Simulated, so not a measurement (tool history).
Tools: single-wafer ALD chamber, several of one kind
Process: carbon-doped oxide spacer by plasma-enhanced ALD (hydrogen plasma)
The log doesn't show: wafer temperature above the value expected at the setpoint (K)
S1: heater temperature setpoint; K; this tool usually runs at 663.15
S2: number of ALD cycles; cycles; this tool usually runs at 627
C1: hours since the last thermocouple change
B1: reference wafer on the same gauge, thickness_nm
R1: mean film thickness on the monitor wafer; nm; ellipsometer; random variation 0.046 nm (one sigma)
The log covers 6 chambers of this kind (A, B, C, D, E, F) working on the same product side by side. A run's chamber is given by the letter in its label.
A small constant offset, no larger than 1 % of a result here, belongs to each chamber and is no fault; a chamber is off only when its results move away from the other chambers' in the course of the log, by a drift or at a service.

run 1F day=0.267 | S1=663.15 S2=627 | C1=1598.7 | B1=30.697 | R1=31.567
run 2E day=0.533 | S1=663.15 S2=627 | C1=1601.1 | B1=30.680 | R1=31.217
run 3D day=0.783 | S1=663.15 S2=627 | C1=1086.6 | B1=30.680 | R1=31.495
run 4A day=0.933 | S1=663.15 S2=627 | C1=1142.0 | B1=30.683 | R1=31.425
run 5C day=1.179 | S1=663.15 S2=627 | C1=1249.4 | B1=30.663 | R1=31.310
run 6B day=1.308 | S1=663.15 S2=627 | C1=2544.2 | B1=30.674 | R1=31.352
run 7F day=1.433 | S1=663.15 S2=627 | C1=1626.7 | B1=30.673 | R1=31.525
run 8B day=1.562 | S1=663.15 S2=627 | C1=2550.3 | B1=30.661 | R1=31.490
run 9A day=1.746 | S1=663.15 S2=627 | C1=1161.5 | B1=30.663 | R1=31.375
run 10E day=1.979 | S1=663.15 S2=515 | C1=1635.8 | B1=30.642 | R1=25.601
run 11C day=2.183 | S1=663.15 S2=515 | C1=1273.5 | B1=30.648 | R1=25.601
-- day=2.246 chamber C: thermocouple changed; heater temperature recalibrated
run 12D day=2.442 | S1=663.15 S2=515 | C1=1126.4 | B1=30.646 | R1=25.935
run 13C day=2.633 | S1=663.15 S2=515 | C1=9.3 | B1=30.637 | R1=25.665
run 14D day=2.771 | S1=663.15 S2=515 | C1=1134.3 | B1=30.640 | R1=25.878
run 15E day=2.904 | S1=663.15 S2=515 | C1=1658.0 | B1=30.640 | R1=25.695
run 16B day=3.092 | S1=663.15 S2=627 | C1=2587.0 | B1=30.637 | R1=31.391
run 17A day=3.338 | S1=663.15 S2=627 | C1=1199.7 | B1=30.614 | R1=31.397
run 18F day=3.462 | S1=663.15 S2=627 | C1=1675.4 | B1=30.621 | R1=31.418
run 19F day=3.642 | S1=663.15 S2=627 | C1=1679.7 | B1=30.617 | R1=31.501
run 20E day=3.854 | S1=663.15 S2=627 | C1=1680.8 | B1=30.620 | R1=31.247
run 21B day=4.008 | S1=663.15 S2=627 | C1=2609.0 | B1=30.610 | R1=31.410
run 22C day=4.167 | S1=653.15 S2=516 | C1=46.1 | B1=30.601 | R1=25.698
run 23A day=4.388 | S1=653.15 S2=516 | C1=1224.9 | B1=30.602 | R1=25.826
run 24D day=4.575 | S1=653.15 S2=516 | C1=1177.6 | B1=30.589 | R1=25.859
run 25C day=4.846 | S1=653.15 S2=516 | C1=62.4 | B1=30.588 | R1=25.683
run 26A day=5.021 | S1=653.15 S2=516 | C1=1240.1 | B1=30.584 | R1=25.831
run 27F day=5.242 | S1=653.15 S2=516 | C1=1718.1 | B1=30.593 | R1=25.854
run 28B day=5.504 | S1=663.15 S2=627 | C1=2644.9 | B1=30.570 | R1=31.357
run 29D day=5.662 | S1=663.15 S2=627 | C1=1203.7 | B1=30.574 | R1=31.381
run 30E day=5.846 | S1=663.15 S2=627 | C1=1728.6 | B1=30.568 | R1=31.112
run 31C day=6.112 | S1=663.15 S2=627 | C1=92.8 | B1=30.550 | R1=31.299
run 32E day=6.271 | S1=663.15 S2=627 | C1=1738.8 | B1=30.558 | R1=31.159
run 33A day=6.538 | S1=663.15 S2=627 | C1=1276.5 | B1=30.558 | R1=31.270
run 34D day=6.783 | S1=663.15 S2=627 | C1=1230.6 | B1=30.529 | R1=31.399
run 35F day=6.983 | S1=663.15 S2=627 | C1=1759.9 | B1=30.535 | R1=31.364
run 36B day=7.217 | S1=670.15 S2=627 | C1=2686.0 | B1=30.531 | R1=31.317
run 37E day=7.354 | S1=670.15 S2=627 | C1=1764.8 | B1=30.540 | R1=31.108
run 38F day=7.500 | S1=670.15 S2=627 | C1=1772.3 | B1=30.514 | R1=31.335
run 39A day=7.729 | S1=670.15 S2=627 | C1=1305.1 | B1=30.523 | R1=31.255

Decide between three cases: one chamber stands off from its peers, the gauge reading all wafers drifts, or nothing is wrong past each chamber's small offset. Where a chamber is off, say which and what most likely put it there.

No chamber is off; the gauge reading every chamber's wafers drifts, which makes the whole fleet appear to move together.
Cause: gauge reads low (%) = 0.598.

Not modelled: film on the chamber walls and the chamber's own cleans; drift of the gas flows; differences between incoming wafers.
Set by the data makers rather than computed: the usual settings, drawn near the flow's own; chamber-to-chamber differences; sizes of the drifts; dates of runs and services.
